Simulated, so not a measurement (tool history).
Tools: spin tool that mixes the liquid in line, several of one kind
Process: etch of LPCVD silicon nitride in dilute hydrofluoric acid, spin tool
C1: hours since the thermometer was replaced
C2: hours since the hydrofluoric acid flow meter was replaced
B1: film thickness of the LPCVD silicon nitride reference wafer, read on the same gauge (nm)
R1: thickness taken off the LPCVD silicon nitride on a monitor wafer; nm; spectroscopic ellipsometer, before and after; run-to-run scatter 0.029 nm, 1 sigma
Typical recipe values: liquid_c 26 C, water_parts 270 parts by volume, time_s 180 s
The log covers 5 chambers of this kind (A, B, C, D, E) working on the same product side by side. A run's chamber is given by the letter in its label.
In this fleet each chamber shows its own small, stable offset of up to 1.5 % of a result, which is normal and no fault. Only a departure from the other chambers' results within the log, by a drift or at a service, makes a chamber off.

Run 1D, day 0.4: usual settings; C1 295.3; C2 1558.6; B1 39.968. Result: R1 0.33575 nm.
Run 2C, day 0.767: usual settings; C1 2026.3; C2 141.5; B1 40.008. Result: R1 0.37259 nm.
Run 3B, day 1.033: usual settings; C1 527.2; C2 455.7; B1 40.004. Result: R1 0.36415 nm.
Run 4A, day 1.446: usual settings; C1 3039.9; C2 1577.5; B1 39.979. Result: R1 0.34859 nm.
Run 5E, day 1.817: usual settings; C1 1833.6; C2 626.9; B1 40.004. Result: R1 0.32775 nm.
Run 6A, day 2.071: usual settings but water_parts 395 parts by volume, time_s 120 s; C1 3054.9; C2 1592.5; B1 40.004. Result: R1 0.15531 nm.
Run 7B, day 2.479: usual settings but water_parts 395 parts by volume, time_s 120 s; C1 561.9; C2 490.4; B1 40.003. Result: R1 0.14164 nm.
Run 8E, day 2.871: usual settings but water_parts 395 parts by volume, time_s 120 s; C1 1858.9; C2 652.2; B1 39.97. Result: R1 0.17982 nm.
Run 9C, day 3.262: usual settings but water_parts 395 parts by volume, time_s 120 s; C1 2086.2; C2 201.4; B1 40.018. Result: R1 0.18212 nm.
Run 10D, day 3.546: usual settings but water_parts 395 parts by volume, time_s 120 s; C1 370.8; C2 1634.1; B1 40. Result: R1 0.16227 nm.
Run 11C, day 3.779: usual settings but liquid_c 23.5 C, water_parts 330 parts by volume; C1 2098.6; C2 213.8; B1 40.015. Result: R1 0.26571 nm.
Run 12B, day 4.071: usual settings but liquid_c 23.5 C, water_parts 330 parts by volume; C1 600.1; C2 528.6; B1 39.995. Result: R1 0.25322 nm.
Run 13A, day 4.521: usual settings but liquid_c 23.5 C, water_parts 330 parts by volume; C1 3113.7; C2 1651.3; B1 39.994. Result: R1 0.26034 nm.
Run 14D, day 4.971: usual settings but liquid_c 23.5 C, water_parts 330 parts by volume; C1 405; C2 1668.3; B1 40.002. Result: R1 0.23634 nm.
Run 15E, day 5.283: usual settings but liquid_c 23.5 C, water_parts 330 parts by volume; C1 1916.8; C2 710.1; B1 39.989. Result: R1 0.23765 nm.
Run 16E, day 5.671: usual settings; C1 1926.1; C2 719.4; B1 40.033. Result: R1 0.25928 nm.
Run 17C, day 6.004: usual settings; C1 2152; C2 267.2; B1 40.006. Result: R1 0.40952 nm.
Run 18B, day 6.308: usual settings; C1 653.8; C2 582.3; B1 39.978. Result: R1 0.33713 nm.
Run 19D, day 6.675: usual settings; C1 445.9; C2 1709.2; B1 39.967. Result: R1 0.36576 nm.
Run 20A, day 6.908: usual settings; C1 3171; C2 1708.6; B1 40.012. Result: R1 0.33852 nm.
Run 21A, day 7.196: usual settings but liquid_c 30 C, time_s 115 s; C1 3177.9; C2 1715.5; B1 39.998. Result: R1 0.23741 nm.
Run 22E, day 7.454: usual settings but liquid_c 30 C, time_s 115 s; C1 1968.9; C2 762.2; B1 40. Result: R1 0.2663 nm.
Run 23D, day 7.804: usual settings but liquid_c 30 C, time_s 115 s; C1 473; C2 1736.3; B1 40.021. Result: R1 0.29602 nm.
Run 24C, day 8.171: usual settings but liquid_c 30 C, time_s 115 s; C1 2204; C2 319.2; B1 39.984. Result: R1 0.30052 nm.
Run 25B, day 8.512: usual settings but liquid_c 30 C, time_s 115 s; C1 706.7; C2 635.2; B1 39.963. Result: R1 0.32042 nm.
Run 26A, day 8.758: usual settings; C1 3215.4; C2 1753; B1 39.989. Result: R1 0.31416 nm.
At day 8.854: chamber A: thermometer replaced.
Run 27D, day 8.967: usual settings; C1 500.9; C2 1764.2; B1 39.999. Result: R1 0.34931 nm.
Run 28E, day 9.242: usual settings; C1 2011.8; C2 805.1; B1 40. Result: R1 0.33507 nm.
Run 29B, day 9.454: usual settings; C1 729.3; C2 657.8; B1 39.992. Result: R1 0.36805 nm.
Run 30C, day 9.7: usual settings; C1 2240.7; C2 355.9; B1 39.981. Result: R1 0.33986 nm.
Run 31B, day 10.104: usual settings; C1 744.9; C2 673.4; B1 40. Result: R1 0.35153 nm.
Run 32A, day 10.517: usual settings; C1 39.9; C2 1795.2; B1 39.986. Result: R1 0.33239 nm.
Run 33D, day 10.867: usual settings but liquid_c 29.5 C, water_parts 205 parts by volume; C1 546.5; C2 1809.8; B1 40.008. Result: R1 0.53246 nm.
Run 34C, day 11.325: usual settings but liquid_c 29.5 C, water_parts 205 parts by volume; C1 2279.7; C2 394.9; B1 40.023. Result: R1 0.60447 nm.
Run 35E, day 11.679: usual settings but liquid_c 29.5 C, water_parts 205 parts by volume; C1 2070.3; C2 863.6; B1 39.983. Result: R1 0.53798 nm.
At day 11.967: chamber E: thermometer replaced.
Run 36A, day 12.004: usual settings but liquid_c 29.5 C, water_parts 205 parts by volume; C1 75.6; C2 1830.9; B1 40.022. Result: R1 0.50078 nm.
Run 37E, day 12.262: usual settings but liquid_c 29.5 C, water_parts 205 parts by volume; C1 7.2; C2 877.6; B1 39.999. Result: R1 0.52287 nm.
Run 38C, day 12.462: usual settings; C1 2307; C2 422.2; B1 39.996. Result: R1 0.38434 nm.
Run 39D, day 12.683: usual settings; C1 590.1; C2 1853.4; B1 39.98. Result: R1 0.40302 nm.

Does one chamber stand apart from the rest, does the shared gauge drift, or is all well apart from small per-chamber offsets? Give the chamber and the most likely cause, where there is one.

Nothing is wrong: each chamber keeps only its own small, steady offset and the gauge holds still.

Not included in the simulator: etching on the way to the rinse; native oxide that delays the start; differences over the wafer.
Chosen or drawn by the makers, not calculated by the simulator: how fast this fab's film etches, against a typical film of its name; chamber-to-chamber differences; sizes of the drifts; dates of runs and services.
